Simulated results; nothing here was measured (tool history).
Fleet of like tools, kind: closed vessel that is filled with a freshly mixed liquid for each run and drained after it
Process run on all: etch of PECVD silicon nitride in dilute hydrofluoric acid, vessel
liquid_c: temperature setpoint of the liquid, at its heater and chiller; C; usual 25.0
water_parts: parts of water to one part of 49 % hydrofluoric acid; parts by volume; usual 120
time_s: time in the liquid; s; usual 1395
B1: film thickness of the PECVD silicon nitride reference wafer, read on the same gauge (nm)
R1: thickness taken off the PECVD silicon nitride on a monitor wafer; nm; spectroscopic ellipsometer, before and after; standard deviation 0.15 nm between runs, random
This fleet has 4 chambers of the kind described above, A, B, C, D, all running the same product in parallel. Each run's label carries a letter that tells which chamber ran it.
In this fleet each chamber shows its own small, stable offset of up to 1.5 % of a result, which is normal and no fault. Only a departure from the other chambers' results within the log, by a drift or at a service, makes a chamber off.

Run 1D, hour 5.4: usual settings; B1 129.98. Result: R1 26.479 nm.
Run 2A, hour 11.6: usual settings; B1 130.00. Result: R1 27.121 nm.
Run 3C, hour 17.1: usual settings; B1 130.03. Result: R1 26.970 nm.
Run 4B, hour 23.0: usual settings; B1 130.03. Result: R1 26.729 nm.
Run 5A, hour 26.7: usual settings; B1 129.98. Result: R1 27.141 nm.
Run 6C, hour 29.7: usual settings; B1 130.00. Result: R1 26.910 nm.
Run 7B, hour 35.7: usual settings; B1 129.99. Result: R1 26.726 nm.
Run 8D, hour 40.3: usual settings; B1 129.99. Result: R1 26.598 nm.
Run 9A, hour 43.7: usual settings; B1 129.99. Result: R1 26.995 nm.
Run 10D, hour 47.7: usual settings but liquid_c 23.5 C, water_parts 75 parts by volume; B1 130.00. Result: R1 38.203 nm.
Run 11B, hour 53.2: usual settings but liquid_c 23.5 C, water_parts 75 parts by volume; B1 129.96. Result: R1 38.142 nm.
Run 12C, hour 56.8: usual settings but liquid_c 23.5 C, water_parts 75 parts by volume; B1 129.99. Result: R1 39.378 nm.
Run 13C, hour 61.6: usual settings but liquid_c 23.5 C, water_parts 75 parts by volume; B1 130.00. Result: R1 38.806 nm.
Run 14B, hour 65.4: usual settings but time_s 1000 s; B1 130.01. Result: R1 19.232 nm.
Run 15A, hour 69.1: usual settings but time_s 1000 s; B1 130.01. Result: R1 19.381 nm.
Run 16D, hour 72.2: usual settings but time_s 1000 s; B1 130.00. Result: R1 18.915 nm.
Run 17C, hour 78.0: usual settings but time_s 1000 s; B1 129.99. Result: R1 19.206 nm.
Run 18B, hour 82.1: usual settings; B1 130.02. Result: R1 26.595 nm.
Run 19A, hour 87.2: usual settings; B1 129.98. Result: R1 27.272 nm.
Run 20D, hour 90.1: usual settings; B1 129.98. Result: R1 25.808 nm.
Run 21A, hour 93.5: usual settings; B1 130.00. Result: R1 27.258 nm.
Run 22D, hour 99.4: usual settings; B1 130.01. Result: R1 25.800 nm.
Run 23C, hour 103.6: usual settings; B1 130.00. Result: R1 26.640 nm.
Run 24B, hour 108.0: usual settings; B1 129.98. Result: R1 26.505 nm.
Run 25A, hour 112.6: usual settings; B1 129.99. Result: R1 27.369 nm.
Run 26C, hour 118.1: usual settings but water_parts 65 parts by volume, time_s 1730 s; B1 130.02. Result: R1 61.186 nm.
Run 27D, hour 121.3: usual settings but water_parts 65 parts by volume, time_s 1730 s; B1 129.99. Result: R1 58.179 nm.
Run 28B, hour 125.5: usual settings but water_parts 65 parts by volume, time_s 1730 s; B1 130.00. Result: R1 60.099 nm.
Run 29B, hour 130.6: usual settings but water_parts 65 parts by volume, time_s 1730 s; B1 130.01. Result: R1 59.694 nm.
Run 30A, hour 133.5: usual settings; B1 130.01. Result: R1 27.172 nm.
Run 31C, hour 138.3: usual settings; B1 130.01. Result: R1 26.738 nm.
Run 32D, hour 143.5: usual settings but water_parts 160 parts by volume, time_s 2170 s; B1 129.99. Result: R1 29.860 nm.
Run 33D, hour 149.3: usual settings but water_parts 160 parts by volume, time_s 2170 s; B1 130.02. Result: R1 29.682 nm.
Run 34C, hour 152.3: usual settings but water_parts 160 parts by volume, time_s 2170 s; B1 129.98. Result: R1 31.626 nm.
Run 35A, hour 156.6: usual settings but water_parts 160 parts by volume, time_s 2170 s; B1 130.05. Result: R1 31.902 nm.
Run 36B, hour 161.5: usual settings; B1 130.04. Result: R1 26.592 nm.
Run 37C, hour 164.4: usual settings; B1 130.00. Result: R1 26.874 nm.

All chambers now run identical settings, listed one chamber a line with results as question marks. What results will each chamber show?
Run 38A, hour 169.0: usual settings. Result: R1 ?.
Run 38B, hour 169.0: usual settings. Result: R1 ?.
Run 38C, hour 169.0: usual settings. Result: R1 ?.
Run 38D, hour 169.0: usual settings. Result: R1 ?.

run      R1
38A  27.225
38B  26.740
38C  27.023
38D  25.201
